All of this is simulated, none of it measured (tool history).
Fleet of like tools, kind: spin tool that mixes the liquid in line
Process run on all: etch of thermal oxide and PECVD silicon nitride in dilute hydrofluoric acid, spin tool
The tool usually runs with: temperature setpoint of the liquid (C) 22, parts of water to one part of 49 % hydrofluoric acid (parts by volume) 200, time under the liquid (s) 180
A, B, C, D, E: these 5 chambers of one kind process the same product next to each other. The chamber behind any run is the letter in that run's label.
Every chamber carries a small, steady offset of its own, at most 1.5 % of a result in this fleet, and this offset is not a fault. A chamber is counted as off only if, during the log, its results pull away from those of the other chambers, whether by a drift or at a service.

run     day  temperature setpoint of the liquid (C)  parts of water to one part of 49 % hydrofluoric acid (parts by volume)  time under the liquid (s)  read-back film thickness of the thermal oxide reference wafer, read on the same gauge (nm)  read-back film thickness of the PECVD silicon nitride reference wafer, read on the same gauge (nm)  thickness taken off the thermal oxide on a monitor wafer (Å)  thickness taken off the PECVD silicon nitride on a monitor wafer (Å)
 1D   0.404                                      22                                                                     200                        180                                                                                      49.994                                                                                               79.99                                                        36.886                                                                18.176
 2B   0.717                                      22                                                                     200                        180                                                                                      49.988                                                                                              79.995                                                        36.994                                                                17.894
 3A   0.971                                      22                                                                     200                        180                                                                                      49.986                                                                                              80.017                                                        37.054                                                                18.343
 4E   1.229                                      22                                                                     200                        180                                                                                      49.981                                                                                              79.997                                                        37.272                                                                  18.1
 5C   1.471                                      22                                                                     200                        180                                                                                          50                                                                                              80.001                                                        37.485                                                                18.066
 6E   1.933                                      22                                                                     200                        180                                                                                       50.01                                                                                              79.981                                                        36.935                                                                17.795
 7A   2.179                                      22                                                                     200                        180                                                                                      49.992                                                                                              79.993                                                        37.338                                                                18.491
 8D   2.446                                      22                                                                     200                        180                                                                                      50.013                                                                                              80.002                                                        37.208                                                                18.432
 9B   2.925                                      22                                                                     200                        180                                                                                      49.989                                                                                              79.987                                                        36.962                                                                18.419
10C   3.288                                      22                                                                     200                        180                                                                                      50.011                                                                                              79.998                                                        37.408                                                                18.213
11B     3.7                                      22                                                                     200                        120                                                                                       49.98                                                                                              80.015                                                        24.957                                                                12.011
12A   3.946                                      22                                                                     200                        120                                                                                      49.992                                                                                              79.966                                                        24.725                                                                12.309
13E   4.212                                      22                                                                     200                        120                                                                                      49.999                                                                                              79.954                                                        24.465                                                                12.019
14C   4.488                                      22                                                                     200                        120                                                                                      49.992                                                                                              79.972                                                        24.842                                                                12.047
15D   4.738                                      22                                                                     200                        120                                                                                      49.995                                                                                              80.007                                                        24.531                                                                 12.01
      5.038  -- chamber D: hydrofluoric acid flow meter replaced
16C     5.1                                    19.5                                                                     285                        180                                                                                      50.009                                                                                              79.982                                                        21.904                                                                11.142
17D   5.479                                    19.5                                                                     285                        180                                                                                      49.997                                                                                              79.999                                                         21.72                                                                11.178
18B   5.929                                    19.5                                                                     285                        180                                                                                      49.986                                                                                              80.007                                                         21.93                                                                10.826
19E   6.358                                    19.5                                                                     285                        180                                                                                      50.006                                                                                              79.999                                                        21.829                                                                10.874
      6.421  -- chamber A: hydrofluoric acid flow meter replaced
20A   6.612                                    19.5                                                                     285                        180                                                                                      50.005                                                                                               79.96                                                         21.56                                                                11.344
21E   6.938                                      22                                                                     200                        180                                                                                      49.975                                                                                              80.013                                                        36.848                                                                17.933
22D   7.175                                      22                                                                     200                        180                                                                                      50.011                                                                                              79.989                                                        37.081                                                                18.015
23C   7.404                                      22                                                                     200                        180                                                                                      49.993                                                                                              80.004                                                         37.19                                                                18.061
24B   7.792                                      22                                                                     200                        180                                                                                      49.981                                                                                              80.012                                                        37.401                                                                18.085
25A   8.108                                      22                                                                     200                        180                                                                                      50.003                                                                                              80.035                                                        37.028                                                                18.427
26C   8.542                                      22                                                                     200                        180                                                                                      49.988                                                                                              79.998                                                        36.868                                                                18.616
      8.921  -- chamber C: hydrofluoric acid flow meter replaced
27D   9.025                                      22                                                                     200                        180                                                                                      49.995                                                                                              80.044                                                        36.904                                                                18.413
      9.108  -- chamber B: hydrofluoric acid flow meter replaced
28B   9.338                                      22                                                                     200                        180                                                                                      49.997                                                                                              79.971                                                        37.085                                                                17.912
29E   9.562                                      22                                                                     200                        180                                                                                      50.028                                                                                              80.002                                                        36.772                                                                 17.83
30A   9.938                                      22                                                                     200                        180                                                                                      49.994                                                                                              80.003                                                        37.306                                                                18.583
31A  10.362                                      22                                                                     200                        180                                                                                      49.987                                                                                              80.022                                                        36.767                                                                18.201
32B  10.629                                      22                                                                     200                        180                                                                                      50.003                                                                                              79.963                                                        37.407                                                                18.321
33D   10.95                                      22                                                                     200                        180                                                                                      49.995                                                                                               79.97                                                        36.902                                                                17.881
34E  11.246                                      22                                                                     200                        180                                                                                      50.006                                                                                              79.992                                                        37.255                                                                17.699
35C  11.542                                      22                                                                     200                        180                                                                                      50.003                                                                                              80.013                                                        37.255                                                                17.998

All 5 chambers run these settings next. Forecast each chamber's results:
36A  11.908                                      19                                                                     200                        180                                                                                                                                                                                                                                                             ?                                                                     ?
36B  11.908                                      19                                                                     200                        180                                                                                                                                                                                                                                                             ?                                                                     ?
36C  11.908                                      19                                                                     200                        180                                                                                                                                                                                                                                                             ?                                                                     ?
36D  11.908                                      19                                                                     200                        180                                                                                                                                                                                                                                                             ?                                                                     ?
36E  11.908                                      19                                                                     200                        180                                                                                                                                                                                                                                                             ?                                                                     ?

run  thickness taken off the thermal oxide on a monitor wafer (Å)  thickness taken off the PECVD silicon nitride on a monitor wafer (Å)
36A                                                         33.25                                                                15.124
36B                                                        33.004                                                                15.106
36C                                                        33.446                                                                15.091
36D                                                        33.124                                                                15.343
36E                                                        32.953                                                                14.777
